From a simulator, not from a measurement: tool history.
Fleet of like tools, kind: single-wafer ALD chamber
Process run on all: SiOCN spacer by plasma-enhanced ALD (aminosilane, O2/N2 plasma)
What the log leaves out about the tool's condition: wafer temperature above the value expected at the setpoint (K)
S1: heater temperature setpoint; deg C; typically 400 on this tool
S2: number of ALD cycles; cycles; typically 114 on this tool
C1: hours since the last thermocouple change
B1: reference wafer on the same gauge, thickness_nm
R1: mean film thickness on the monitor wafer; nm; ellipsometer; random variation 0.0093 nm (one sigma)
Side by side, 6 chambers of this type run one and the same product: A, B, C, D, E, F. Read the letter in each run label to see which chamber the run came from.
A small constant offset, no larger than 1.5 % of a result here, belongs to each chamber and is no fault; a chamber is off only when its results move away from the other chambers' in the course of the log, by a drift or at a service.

run,hour,S1,S2,C1,B1,R1
1B,4.6,400,114,111,5.66,6.8468
2A,11,400,114,1480.8,5.6591,6.7906
3C,16.9,400,114,604.2,5.6566,6.8179
4F,23.7,400,114,2142.3,5.6563,6.8892
5E,30.8,400,114,2155.9,5.6547,6.8282
6D,37.4,400,114,1252.6,5.656,6.8441
7F,44.2,400,114,2162.8,5.6559,6.8905
8E,50.9,400,114,2176,5.6559,6.8325
9A,60.3,400,114,1530.1,5.6552,6.7969
10C,70.3,400,114,657.6,5.6541,6.8326
11B,75.6,400,114,182,5.6507,6.846
12D,80.5,400,114,1295.7,5.6518,6.8252
13A,88.6,412,129,1558.4,5.65,7.4083
14D,94.5,412,129,1309.7,5.6519,7.4602
15E,100.7,412,129,2225.8,5.648,7.4666
16F,108.4,412,129,2227,5.6469,7.4936
17B,118,412,129,224.4,5.6481,7.4477
18C,122.9,412,129,710.2,5.645,7.4395
19F,131.7,400,114,2250.3,5.6461,6.8779
20B,137.3,400,114,243.7,5.6469,6.8338
# hour 141: chamber E: thermocouple changed; heater temperature recalibrated
21D,145.1,400,114,1360.3,5.6453,6.8429
22A,153.1,400,114,1622.9,5.6445,6.7591
23E,157.9,400,114,17,5.6424,6.8302
24C,163.2,400,114,750.5,5.643,6.8292
25C,167.8,400,114,755.1,5.6433,6.8195
26F,176.7,400,114,2295.3,5.6402,6.8751
27E,184.9,400,114,44,5.6423,6.8107
28B,194.4,405,96,300.8,5.6399,5.6615
29D,201.1,405,96,1416.3,5.6391,5.6684
30A,205.8,405,96,1675.6,5.638,5.6187
31A,212.4,405,96,1682.2,5.6378,5.6176
32B,219,405,96,325.4,5.6363,5.6674
33F,224.4,405,96,2343,5.6364,5.7035
34C,232.6,400,114,819.9,5.6362,6.821
35E,241.2,400,125,100.3,5.6345,7.4606
36D,250.7,400,125,1465.9,5.6336,7.481
37D,255.5,400,125,1470.7,5.634,7.461
38E,262.3,400,125,121.4,5.6304,7.4643
39F,269.7,400,125,2388.3,5.6323,7.5156
40A,274.9,400,125,1744.7,5.6321,7.4051
41B,283.2,400,114,389.6,5.6299,6.8331
42C,289.6,400,135,876.9,5.6312,8.044

Next, all 6 chambers run the settings below, one line each with question marks for the results. What does each chamber give?
43A,297,400,132,,,?
43B,297,400,132,,,?
43C,297,400,132,,,?
43D,297,400,132,,,?
43E,297,400,132,,,?
43F,297,400,132,,,?

run,R1
43A,7.8209
43B,7.8999
43C,7.8545
43D,7.8965
43E,7.8653
43F,7.9459
